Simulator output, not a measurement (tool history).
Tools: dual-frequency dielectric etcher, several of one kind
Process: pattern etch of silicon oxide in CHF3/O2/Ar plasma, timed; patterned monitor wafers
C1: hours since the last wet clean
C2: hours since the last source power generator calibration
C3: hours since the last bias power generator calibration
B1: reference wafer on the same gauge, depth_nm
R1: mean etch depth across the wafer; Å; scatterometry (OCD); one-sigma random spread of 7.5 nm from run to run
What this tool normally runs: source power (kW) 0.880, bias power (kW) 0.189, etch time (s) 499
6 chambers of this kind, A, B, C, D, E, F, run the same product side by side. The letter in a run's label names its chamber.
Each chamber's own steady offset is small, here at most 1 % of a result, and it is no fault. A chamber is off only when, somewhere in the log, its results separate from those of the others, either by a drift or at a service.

Run 1C, hour 9.5: usual settings; C1 233.4; C2 1112.0; C3 1759.1; B1 1189.1. Result: R1 11770.0 Å.
Run 2E, hour 17.9: usual settings; C1 94.8; C2 125.4; C3 2385.5; B1 1189.4. Result: R1 11601.0 Å.
Run 3A, hour 28.0: usual settings; C1 304.7; C2 1393.6; C3 4414.3; B1 1189.5. Result: R1 11672.0 Å.
Run 4B, hour 35.8: usual settings; C1 428.7; C2 1219.8; C3 2742.0; B1 1189.9. Result: R1 11604.0 Å.
Run 5D, hour 49.9: usual settings but source power (kW) 1.080, bias power (kW) 0.232; C1 284.9; C2 191.5; C3 701.6; B1 1187.7. Result: R1 13401.0 Å.
Run 6F, hour 59.3: usual settings but source power (kW) 1.080, bias power (kW) 0.232; C1 414.2; C2 1068.3; C3 1231.4; B1 1192.0. Result: R1 13460.0 Å.
Run 7E, hour 67.3: usual settings but source power (kW) 1.080, bias power (kW) 0.232; C1 144.2; C2 174.8; C3 2434.9; B1 1190.0. Result: R1 13529.0 Å.
Run 8D, hour 82.2: usual settings but source power (kW) 1.080, bias power (kW) 0.232; C1 317.2; C2 223.8; C3 733.9; B1 1189.6. Result: R1 13305.0 Å.
Run 9B, hour 98.0: usual settings but source power (kW) 1.080, bias power (kW) 0.232; C1 490.9; C2 1282.0; C3 2804.2; B1 1188.7. Result: R1 13445.0 Å.
At hour 110.2: chamber F: wet clean of the chamber.
At hour 111.2: chamber D: wet clean of the chamber.
Run 10C, hour 111.7: usual settings but source power (kW) 1.080, bias power (kW) 0.232; C1 335.6; C2 1214.2; C3 1861.3; B1 1188.5. Result: R1 13563.0 Å.
Run 11A, hour 122.4: usual settings; C1 399.1; C2 1488.0; C3 4508.7; B1 1189.8. Result: R1 11691.0 Å.
At hour 126.0: chamber E: bias power generator calibrated.
Run 12F, hour 132.0: usual settings; C1 21.8; C2 1141.0; C3 1304.1; B1 1191.4. Result: R1 11611.0 Å.
Run 13F, hour 141.1: usual settings but source power (kW) 0.960, etch time (s) 599; C1 30.9; C2 1150.1; C3 1313.2; B1 1190.1. Result: R1 14459.0 Å.
Run 14A, hour 149.6: usual settings but source power (kW) 0.960, etch time (s) 599; C1 426.3; C2 1515.2; C3 4535.9; B1 1188.1. Result: R1 14215.0 Å.
Run 15E, hour 158.2: usual settings but source power (kW) 0.960, etch time (s) 599; C1 235.1; C2 265.7; C3 32.2; B1 1191.3. Result: R1 14443.0 Å.
Run 16B, hour 171.0: usual settings but source power (kW) 0.960, etch time (s) 599; C1 563.9; C2 1355.0; C3 2877.2; B1 1188.9. Result: R1 14446.0 Å.
Run 17D, hour 180.8: usual settings but source power (kW) 0.960, etch time (s) 599; C1 69.7; C2 322.4; C3 832.5; B1 1189.3. Result: R1 14254.0 Å.
At hour 194.6: chamber B: wet clean of the chamber.
Run 18C, hour 195.1: usual settings but source power (kW) 0.960, etch time (s) 599; C1 419.0; C2 1297.6; C3 1944.7; B1 1190.6. Result: R1 14586.0 Å.
Run 19B, hour 210.8: usual settings; C1 16.3; C2 1394.8; C3 2917.0; B1 1188.2. Result: R1 11262.0 Å.
Run 20D, hour 223.7: usual settings; C1 112.6; C2 365.3; C3 875.4; B1 1190.6. Result: R1 11580.0 Å.
Run 21F, hour 235.1: usual settings; C1 124.9; C2 1244.1; C3 1407.2; B1 1189.2. Result: R1 11498.0 Å.
Run 22C, hour 245.2: usual settings; C1 469.1; C2 1347.7; C3 1994.8; B1 1189.4. Result: R1 11583.0 Å.
Run 23A, hour 254.7: usual settings; C1 531.4; C2 1620.3; C3 4641.0; B1 1190.3. Result: R1 11685.0 Å.
Run 24E, hour 268.2: usual settings; C1 345.1; C2 375.7; C3 142.2; B1 1189.3. Result: R1 11670.0 Å.
Run 25C, hour 275.9: usual settings; C1 499.8; C2 1378.4; C3 2025.5; B1 1188.9. Result: R1 11688.0 Å.
Run 26D, hour 288.0: usual settings but source power (kW) 1.050, etch time (s) 353; C1 176.9; C2 429.6; C3 939.7; B1 1188.8. Result: R1 8688.2 Å.
At hour 293.0: chamber A: bias power generator calibrated.
Run 27E, hour 304.1: usual settings but source power (kW) 1.050, etch time (s) 353; C1 381.0; C2 411.6; C3 178.1; B1 1189.0. Result: R1 8690.3 Å.
Run 28F, hour 314.1: usual settings but source power (kW) 1.050, etch time (s) 353; C1 203.9; C2 1323.1; C3 1486.2; B1 1191.0. Result: R1 8673.2 Å.
Run 29A, hour 323.6: usual settings but source power (kW) 1.050, etch time (s) 353; C1 600.3; C2 1689.2; C3 30.6; B1 1192.3. Result: R1 8757.2 Å.
Run 30B, hour 337.1: usual settings but source power (kW) 1.050, etch time (s) 353; C1 142.6; C2 1521.1; C3 3043.3; B1 1190.2. Result: R1 8664.9 Å.
Run 31E, hour 350.4: usual settings but source power (kW) 1.050, etch time (s) 353; C1 427.3; C2 457.9; C3 224.4; B1 1190.7. Result: R1 8714.3 Å.
At hour 352.8: chamber C: wet clean of the chamber.
Run 32F, hour 363.9: usual settings; C1 253.7; C2 1372.9; C3 1536.0; B1 1189.5. Result: R1 11456.0 Å.
At hour 367.0: chamber A: wet clean of the chamber.
Run 33B, hour 379.6: usual settings; C1 185.1; C2 1563.6; C3 3085.8; B1 1190.6. Result: R1 11306.0 Å.
Run 34C, hour 390.5: usual settings; C1 37.8; C2 1493.0; C3 2140.1; B1 1190.0. Result: R1 11580.0 Å.
Run 35D, hour 406.8: usual settings; C1 295.7; C2 548.4; C3 1058.5; B1 1189.2. Result: R1 11578.0 Å.
Run 36A, hour 414.0: usual settings; C1 47.0; C2 1779.6; C3 121.0; B1 1191.4. Result: R1 11425.0 Å.

Each of the 6 chambers runs these same settings next. Fill in every chamber's results:
Run 37A, hour 425.7: usual settings but bias power (kW) 0.211. Result: R1 ?.
Run 37B, hour 425.7: usual settings but bias power (kW) 0.211. Result: R1 ?.
Run 37C, hour 425.7: usual settings but bias power (kW) 0.211. Result: R1 ?.
Run 37D, hour 425.7: usual settings but bias power (kW) 0.211. Result: R1 ?.
Run 37E, hour 425.7: usual settings but bias power (kW) 0.211. Result: R1 ?.
Run 37F, hour 425.7: usual settings but bias power (kW) 0.211. Result: R1 ?.

run       R1
37A  12106.0
37B  11601.0
37C  12216.0
37D  12065.0
37E  11967.0
37F  11959.0
